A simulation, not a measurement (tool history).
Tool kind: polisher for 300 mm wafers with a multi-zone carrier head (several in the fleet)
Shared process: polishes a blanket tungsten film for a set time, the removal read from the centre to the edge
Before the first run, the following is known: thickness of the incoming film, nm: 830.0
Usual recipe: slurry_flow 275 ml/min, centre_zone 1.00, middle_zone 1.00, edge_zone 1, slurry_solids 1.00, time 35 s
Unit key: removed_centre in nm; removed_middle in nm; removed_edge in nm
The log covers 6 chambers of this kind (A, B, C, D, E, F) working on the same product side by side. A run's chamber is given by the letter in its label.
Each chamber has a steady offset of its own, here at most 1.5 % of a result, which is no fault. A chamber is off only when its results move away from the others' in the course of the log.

run   hour  slurry_flow  centre_zone  middle_zone  edge_zone  slurry_solids  time  removed_centre  removed_middle  removed_edge
 1C    2.5          275         1.00         1.00          1           1.00    35          276.13          273.34        276.72
       4.0  -- chamber A: slurry nozzle cleaned
 2D    5.7          275         1.00         1.00          1           1.00    35          267.71          276.78        276.86
 3A    9.4          275         1.00         1.00          1           1.00    35          270.91          270.90        271.59
 4B   11.7          275         1.00         1.00          1           1.00    35          271.64          274.18        274.52
 5F   14.5          275         0.96         1.05          1           1.00    35          263.57          289.40        271.01
 6E   18.8          275         0.96         1.05          1           1.00    35          266.29          291.25        277.83
      21.4  -- chamber F: slurry nozzle cleaned
 7A   22.5          275         0.96         1.05          1           1.00    35          261.57          290.75        271.85
 8F   25.9          275         0.96         1.05          1           1.00    35          262.90          281.00        271.18
      26.5  -- chamber F: edge zone pressure recalibrated
 9C   29.4          275         0.96         1.05          1           1.00    35          261.78          292.31        278.18
10E   32.4          275         0.96         1.05          1           1.00    35          259.85          290.66        280.89
11B   36.5          275         1.00         1.00          1           1.00    35          271.65          277.97        275.39
      38.9  -- chamber C: slurry nozzle cleaned
12D   40.9          275         1.00         1.00          1           1.00    35          274.73          273.97        277.73
13E   45.9          275         1.00         1.00          1           0.75    35          257.02          258.89        254.51
      48.7  -- chamber B: worn pad replaced by a new one
      49.4  -- chamber C: worn pad replaced by a new one
14F   50.2          275         1.00         1.00          1           0.75    35          255.63          262.28        253.93
15D   54.5          275         1.00         1.00          1           0.75    35          254.00          257.42        255.38
      57.8  -- chamber A: worn pad replaced by a new one
16C   58.2          275         1.00         1.00          1           0.75    35          258.26          255.01        257.90
17A   60.9          275         1.00         1.00          1           0.75    35          251.60          258.88        255.86
18B   63.9          275         1.00         1.00          1           0.75    35          253.55          256.62        254.54
19C   68.2          275         1.00         1.00          1           1.00    35          279.29          278.46        278.96
20F   72.7          275         1.00         1.00          1           1.00    35          280.02          276.67        271.64
      74.3  -- chamber B: slurry nozzle cleaned
21D   75.5          275         1.00         1.00          1           1.00    35          273.04          267.51        272.71
      76.9  -- chamber C: centre zone pressure recalibrated
22B   78.5          275         1.00         1.00          1           1.00    35          275.51          268.74        268.74
23E   82.2          275         1.00         1.00          1           1.00    35          276.88          280.83        279.65
24A   86.8          275         1.00         1.00          1           1.00    35          273.76          278.92        279.13
25A   91.2          275         1.00         1.00          1           1.00    35          270.31          280.69        272.00
      93.9  -- chamber F: worn pad replaced by a new one
26B   95.9          275         1.00         1.00          1           1.00    35          271.20          275.05        268.71
27D   99.9          275         1.00         1.00          1           1.00    35          268.00          270.51        276.21
28F  102.5          275         1.00         1.00          1           1.00    35          285.47          275.37        271.34
29E  104.7          275         1.00         1.00          1           1.00    35          278.36          277.59        278.31
30C  107.3          275         1.00         1.00          1           1.00    35          274.30          271.40        278.97
31B  109.7          275         1.00         1.00          1           1.00    35          272.04          268.50        270.22
32A  114.9          275         1.00         1.00          1           1.00    35          274.18          275.32        273.51
33C  117.6          275         1.00         1.00          1           1.00    35          274.66          271.34        280.64
34D  120.3          275         1.00         1.00          1           1.00    35          277.61          275.30        279.06
35F  124.2          275         1.00         1.00          1           1.00    35          300.99          269.82        274.67
     128.0  -- chamber E: worn pad replaced by a new one
36E  128.3          275         1.00         1.00          1           1.00    35          266.95          276.92        279.37
37B  131.0          275         1.00         1.00          1           1.00    35          269.77          277.15        273.61
38A  135.9          275         1.00         1.00          1           1.00    35          267.02          275.13        269.94
39D  139.2          275         1.00         1.00          1           0.70    35          254.11          249.46        252.55
40F  143.7          275         1.00         1.00          1           0.70    35          276.74          250.85        253.16
41E  148.8          275         1.00         1.00          1           0.70    35          250.04          254.66        254.64

Is one chamber off against the others, does the gauge drift, or is nothing wrong? If a chamber is off, say which, and what the likeliest cause is.

One chamber, F, drifts off from the rest bit by bit.
Likeliest cause: centre zone's pressure above its setpoint, % = 10.5.

Chamber F could run next with any of the 4 candidate recipes listed below; each alters the usual settings, and their results appear as question marks. Which one brings its results back in line with what the other chambers deliver on the usual settings?
Maximum distance from the other chambers' mean on the usual settings for a result to count as in line: removed_centre 8.90 nm; removed_middle 12.00 nm; removed_edge 11.00 nm
42F-1  152.6          285         1.17         0.98       0.93           1.00    36               ?               ?             ?
42F-2  152.6          280         1.10         0.99       0.96           1.00    35               ?               ?             ?
42F-3  152.6          270         0.91         1.01       1.04           1.00    35               ?               ?             ?
42F-4  152.6          265         0.84         1.01       1.07           1.00    35               ?               ?             ?

Usual-settings mean across the other chambers: removed_centre 272.53 nm; removed_middle 274.19 nm; removed_edge 274.77 nm
  run  removed_centre  removed_middle  removed_edge
42F-1          373.06          277.62        269.82
42F-2          338.93          272.01        266.20
42F-3          275.21          276.21        276.69
42F-4          251.67          275.76        280.51
42F-3 is the one that brings the chamber's results back in line with the other chambers.
